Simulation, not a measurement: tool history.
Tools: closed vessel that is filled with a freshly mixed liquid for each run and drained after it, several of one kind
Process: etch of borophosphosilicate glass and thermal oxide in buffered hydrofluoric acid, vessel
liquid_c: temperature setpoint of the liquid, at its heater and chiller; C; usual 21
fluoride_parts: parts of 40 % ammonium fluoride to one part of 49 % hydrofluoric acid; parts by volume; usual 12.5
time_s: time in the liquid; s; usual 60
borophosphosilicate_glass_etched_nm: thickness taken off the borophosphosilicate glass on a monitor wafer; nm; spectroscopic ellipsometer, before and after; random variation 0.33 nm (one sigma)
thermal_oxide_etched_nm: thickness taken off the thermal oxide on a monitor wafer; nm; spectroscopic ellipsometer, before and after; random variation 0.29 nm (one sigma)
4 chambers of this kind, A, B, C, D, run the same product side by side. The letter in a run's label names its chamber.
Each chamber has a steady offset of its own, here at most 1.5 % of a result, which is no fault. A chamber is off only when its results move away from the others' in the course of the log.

| run | hour | liquid_c | fluoride_parts | time_s | hours since the thermometer was replaced | hours since the hydrofluoric acid flow meter was replaced | read-back film thickness of the borophosphosilicate glass reference wafer, read on the same gauge (nm) | read-back film thickness of the thermal oxide reference wafer, read on the same gauge (nm) | borophosphosilicate_glass_etched_nm | thermal_oxide_etched_nm |
|---|---|---|---|---|---|---|---|---|---|---|
| 1C | 13.1 | 21 | 12.5 | 60 | 237.5 | 1248 | 69.994 | 29.975 | 74.837 | 46.699 |
| 2A | 27.8 | 21 | 12.5 | 60 | 218.5 | 1021.1 | 70.001 | 30.004 | 75.621 | 46.499 |
| 3D | 37.7 | 21 | 12.5 | 60 | 2211.6 | 475.9 | 69.992 | 29.998 | 74.824 | 47.189 |
|  | 42.2 | chamber D: hydrofluoric acid flow meter replaced |
| 4B | 47.9 | 21 | 12.5 | 60 | 264.4 | 304.1 | 69.994 | 29.982 | 74.613 | 47.203 |
| 5C | 54.4 | 21 | 12.5 | 60 | 278.8 | 1289.3 | 69.999 | 30.015 | 74.962 | 45.995 |
| 6A | 67.5 | 21 | 12.5 | 60 | 258.2 | 1060.8 | 69.984 | 30.006 | 75.721 | 46.962 |
|  | 72.2 | chamber D: thermometer replaced |
| 7B | 82.4 | 21 | 12.5 | 60 | 298.9 | 338.6 | 69.998 | 30 | 75.39 | 46.63 |
| 8D | 96.9 | 21 | 12.5 | 60 | 24.7 | 54.7 | 69.993 | 29.989 | 74.709 | 47.126 |
| 9D | 111 | 21 | 12.5 | 60 | 38.8 | 68.8 | 69.975 | 29.985 | 75.779 | 47.423 |
| 10B | 119.2 | 21 | 12.5 | 60 | 335.7 | 375.4 | 70.009 | 29.999 | 75.19 | 47.749 |
| 11C | 126.1 | 21 | 12.5 | 60 | 350.5 | 1361 | 70.003 | 29.985 | 75.711 | 46.4 |
| 12A | 134.5 | 21 | 12.5 | 30 | 325.2 | 1127.8 | 69.993 | 29.993 | 37.79 | 23.584 |
| 13D | 144.8 | 21 | 12.5 | 30 | 72.6 | 102.6 | 69.997 | 29.983 | 37.773 | 23.515 |
| 14A | 152.6 | 21 | 12.5 | 30 | 343.3 | 1145.9 | 70.012 | 30.015 | 37.715 | 23.502 |
| 15C | 161.3 | 21 | 12.5 | 30 | 385.7 | 1396.2 | 69.995 | 30.004 | 37.538 | 23.216 |
| 16B | 168.5 | 21 | 12.5 | 60 | 385 | 424.7 | 69.998 | 29.999 | 74.886 | 46.942 |
| 17D | 175.8 | 21 | 12.5 | 60 | 103.6 | 133.6 | 69.994 | 30.013 | 75.366 | 47.099 |
| 18B | 190.6 | 21 | 9.5 | 70 | 407.1 | 446.8 | 70.005 | 30.03 | 113.37 | 71.163 |
| 19C | 197.2 | 21 | 9.5 | 70 | 421.6 | 1432.1 | 69.977 | 29.978 | 113.73 | 70.219 |
| 20A | 210.6 | 21 | 9.5 | 70 | 401.3 | 1203.9 | 70.002 | 30.016 | 113.03 | 70.75 |
| 21A | 217.6 | 21 | 9.5 | 70 | 408.3 | 1210.9 | 69.988 | 29.995 | 112.88 | 70.649 |
| 22B | 230.7 | 21 | 12.5 | 60 | 447.2 | 486.9 | 69.994 | 29.994 | 74.538 | 46.964 |
| 23C | 242.3 | 21 | 12.5 | 60 | 466.7 | 1477.2 | 69.99 | 29.986 | 75.006 | 46.461 |
| 24D | 256 | 21 | 12.5 | 60 | 183.8 | 213.8 | 69.972 | 30.013 | 75.722 | 47.053 |
| 25B | 262.8 | 21 | 12.5 | 60 | 479.3 | 519 | 70.003 | 30.005 | 74.873 | 47.404 |
| 26C | 275 | 17 | 12.5 | 95 | 499.4 | 1509.9 | 69.981 | 30.005 | 95.192 | 58.922 |
| 27D | 285.2 | 17 | 12.5 | 95 | 213 | 243 | 70.001 | 30.031 | 95.811 | 59.478 |
| 28A | 292.1 | 17 | 12.5 | 95 | 482.8 | 1285.4 | 70.027 | 29.992 | 95.813 | 59.718 |
| 29C | 300.8 | 17 | 12.5 | 95 | 525.2 | 1535.7 | 70.001 | 30.02 | 95.747 | 58.564 |
| 30B | 307.7 | 21 | 12.5 | 60 | 524.2 | 563.9 | 70.006 | 30.014 | 75.157 | 47.133 |
| 31D | 315.5 | 21 | 12.5 | 60 | 243.3 | 273.3 | 70.007 | 29.993 | 75.629 | 47.19 |

Is one chamber off against the others, does the gauge drift, or is nothing wrong? If a chamber is off, say which, and what the likeliest cause is.

No chamber stands off beyond its own small offset, and the gauge holds steady.
